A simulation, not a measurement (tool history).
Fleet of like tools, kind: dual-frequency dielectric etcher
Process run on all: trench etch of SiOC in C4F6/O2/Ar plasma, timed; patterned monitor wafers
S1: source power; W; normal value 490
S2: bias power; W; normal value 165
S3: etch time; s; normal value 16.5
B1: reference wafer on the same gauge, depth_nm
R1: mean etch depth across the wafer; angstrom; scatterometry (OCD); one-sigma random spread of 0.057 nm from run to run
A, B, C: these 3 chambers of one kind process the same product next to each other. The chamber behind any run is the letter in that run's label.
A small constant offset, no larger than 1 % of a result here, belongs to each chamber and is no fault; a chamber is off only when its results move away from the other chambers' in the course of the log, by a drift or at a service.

run,day,S1,S2,S3,B1,R1
1C,0.212,490,165,16.5,29.795,364.15
2B,0.442,490,165,16.5,29.785,361.99
3A,0.692,490,165,16.5,29.767,363.42
4A,0.925,490,165,16.5,29.764,362.75
5B,1.150,490,165,16.5,29.739,361.04
6C,1.379,490,165,16.5,29.729,362.90
7B,1.492,490,165,16.5,29.735,360.89
8C,1.721,490,165,19.5,29.698,427.49
9A,1.846,490,165,19.5,29.708,429.22
10B,2.008,490,165,19.5,29.700,425.82
11C,2.158,490,165,16.5,29.703,361.54
12A,2.412,490,165,16.5,29.684,362.59
13B,2.538,490,165,16.5,29.679,360.19
14C,2.667,580,184,16.5,29.668,399.10
15A,2.854,580,184,16.5,29.656,400.18
16B,3.004,580,184,16.5,29.645,398.11
17A,3.188,490,165,16.5,29.636,362.05
18C,3.379,490,165,16.5,29.640,361.08
# day 3.421: chamber A: source power generator calibrated
19C,3.542,490,165,16.5,29.627,360.91
20A,3.788,490,165,16.5,29.596,362.75

Which is it: a chamber that has drifted or been left off by a service, a gauge drift common to all chambers, or only each chamber's usual small offset? If a chamber is off, name it and its likeliest cause.

Gauge drift. The chambers move together only on paper, and none stands off.
What lies behind it: gauge reads low (%) = 0.663.
